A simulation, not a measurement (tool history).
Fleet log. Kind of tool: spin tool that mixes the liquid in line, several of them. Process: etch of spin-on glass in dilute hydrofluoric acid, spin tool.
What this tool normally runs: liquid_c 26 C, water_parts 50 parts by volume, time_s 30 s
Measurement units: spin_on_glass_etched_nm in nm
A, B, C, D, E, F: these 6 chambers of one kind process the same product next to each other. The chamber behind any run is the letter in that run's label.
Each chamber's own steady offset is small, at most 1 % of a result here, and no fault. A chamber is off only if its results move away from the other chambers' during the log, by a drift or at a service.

| run | hour | liquid_c | water_parts | time_s | hours since the thermometer was replaced | hours since the hydrofluoric acid flow meter was replaced | read-back film thickness of the spin-on glass reference wafer, read on the same gauge (nm) | spin_on_glass_etched_nm |
|---|---|---|---|---|---|---|---|---|
| 1C | 5.1 | 26 | 50 | 30 | 1243 | 795.1 | 130.03 | 32.323 |
| 2B | 10.3 | 26 | 50 | 30 | 1094 | 467.5 | 130 | 32.295 |
| 3A | 14.7 | 26 | 50 | 30 | 687.6 | 853 | 130.01 | 32.106 |
| 4E | 18.2 | 26 | 50 | 30 | 36.6 | 420.8 | 129.98 | 32.459 |
| 5D | 20.9 | 26 | 50 | 30 | 1802.2 | 687.5 | 130.03 | 32.189 |
| 6F | 24.1 | 26 | 50 | 30 | 1540.8 | 152 | 129.96 | 32.51 |
| 7C | 27.1 | 26 | 50 | 30 | 1265 | 817.1 | 130.03 | 32.117 |
| 8B | 29.6 | 26 | 50 | 30 | 1113.3 | 486.8 | 130.01 | 32.03 |
| 9A | 33.3 | 26 | 50 | 30 | 706.2 | 871.6 | 130.02 | 32.077 |
| 10F | 36.1 | 24 | 50 | 30 | 1552.8 | 164 | 130.01 | 29.864 |
|  | 38 | chamber A: thermometer replaced |
| 11D | 41.2 | 24 | 50 | 30 | 1822.5 | 707.8 | 130 | 29.156 |
| 12E | 44.8 | 24 | 50 | 30 | 63.2 | 447.4 | 130 | 29.704 |
| 13F | 47.3 | 24 | 50 | 30 | 1564 | 175.2 | 130.02 | 29.591 |
|  | 49 | chamber A: hydrofluoric acid flow meter replaced |
| 14B | 49.7 | 24 | 50 | 30 | 1133.4 | 506.9 | 129.97 | 29.664 |
| 15E | 53 | 24 | 50 | 30 | 71.4 | 455.6 | 129.99 | 29.575 |
| 16A | 56.2 | 26 | 50 | 30 | 18.2 | 7.2 | 130.03 | 31.892 |
| 17C | 59.7 | 26 | 50 | 30 | 1297.6 | 849.7 | 129.99 | 31.924 |
| 18D | 63.4 | 26 | 50 | 30 | 1844.7 | 730 | 129.98 | 31.869 |
| 19E | 66.6 | 26 | 50 | 30 | 85 | 469.2 | 130.01 | 31.914 |
| 20F | 71.8 | 26 | 50 | 30 | 1588.5 | 199.7 | 130.01 | 32.596 |
| 21D | 74.5 | 26 | 50 | 30 | 1855.8 | 741.1 | 130.02 | 31.67 |
| 22B | 79.8 | 26 | 50 | 30 | 1163.5 | 537 | 130.01 | 32.022 |
| 23C | 83.9 | 26 | 50 | 30 | 1321.8 | 873.9 | 130.01 | 32.497 |
| 24A | 87.5 | 26 | 65 | 15 | 49.5 | 38.5 | 129.99 | 12.071 |
| 25E | 91.9 | 26 | 65 | 15 | 110.3 | 494.5 | 129.95 | 12.177 |
| 26D | 95.4 | 26 | 65 | 15 | 1876.7 | 762 | 130.01 | 12.079 |
| 27B | 100 | 26 | 65 | 15 | 1183.7 | 557.2 | 130.02 | 12.183 |
| 28A | 103.2 | 26 | 65 | 15 | 65.2 | 54.2 | 130.01 | 12.081 |
| 29C | 106.2 | 26 | 65 | 15 | 1344.1 | 896.2 | 129.96 | 12.162 |
| 30F | 110.5 | 26 | 50 | 30 | 1627.2 | 238.4 | 130.03 | 33.386 |
| 31D | 115.4 | 26 | 50 | 30 | 1896.7 | 782 | 130.01 | 31.782 |
| 32F | 120 | 26 | 50 | 30 | 1636.7 | 247.9 | 130.01 | 33.432 |
| 33E | 123.2 | 23.5 | 50 | 40 | 141.6 | 525.8 | 130 | 38.572 |
| 34A | 125.7 | 23.5 | 50 | 40 | 87.7 | 76.7 | 130.02 | 38.382 |
| 35B | 129.9 | 23.5 | 50 | 40 | 1213.6 | 587.1 | 129.99 | 39.068 |
| 36C | 135.1 | 23.5 | 50 | 40 | 1373 | 925.1 | 130.05 | 38.625 |
| 37C | 140.4 | 23.5 | 50 | 40 | 1378.3 | 930.4 | 129.99 | 38.696 |
| 38B | 144.1 | 23.5 | 50 | 40 | 1227.8 | 601.3 | 129.98 | 39.195 |
| 39D | 148.9 | 23.5 | 40 | 30 | 1930.2 | 815.5 | 129.92 | 36.444 |
| 40E | 152.3 | 23.5 | 40 | 30 | 170.7 | 554.9 | 130.02 | 36.391 |

Next, all 6 chambers run the settings below, one line each with question marks for the results. What does each chamber give?
| 41A | 156.1 | 26 | 55 | 30 |  |  |  | ? |
| 41B | 156.1 | 26 | 55 | 30 |  |  |  | ? |
| 41C | 156.1 | 26 | 55 | 30 |  |  |  | ? |
| 41D | 156.1 | 26 | 55 | 30 |  |  |  | ? |
| 41E | 156.1 | 26 | 55 | 30 |  |  |  | ? |
| 41F | 156.1 | 26 | 55 | 30 |  |  |  | ? |

| run | spin_on_glass_etched_nm |
|---|---|
| 41A | 28.886 |
| 41B | 29.142 |
| 41C | 29.178 |
| 41D | 28.511 |
| 41E | 29.306 |
| 41F | 30.779 |
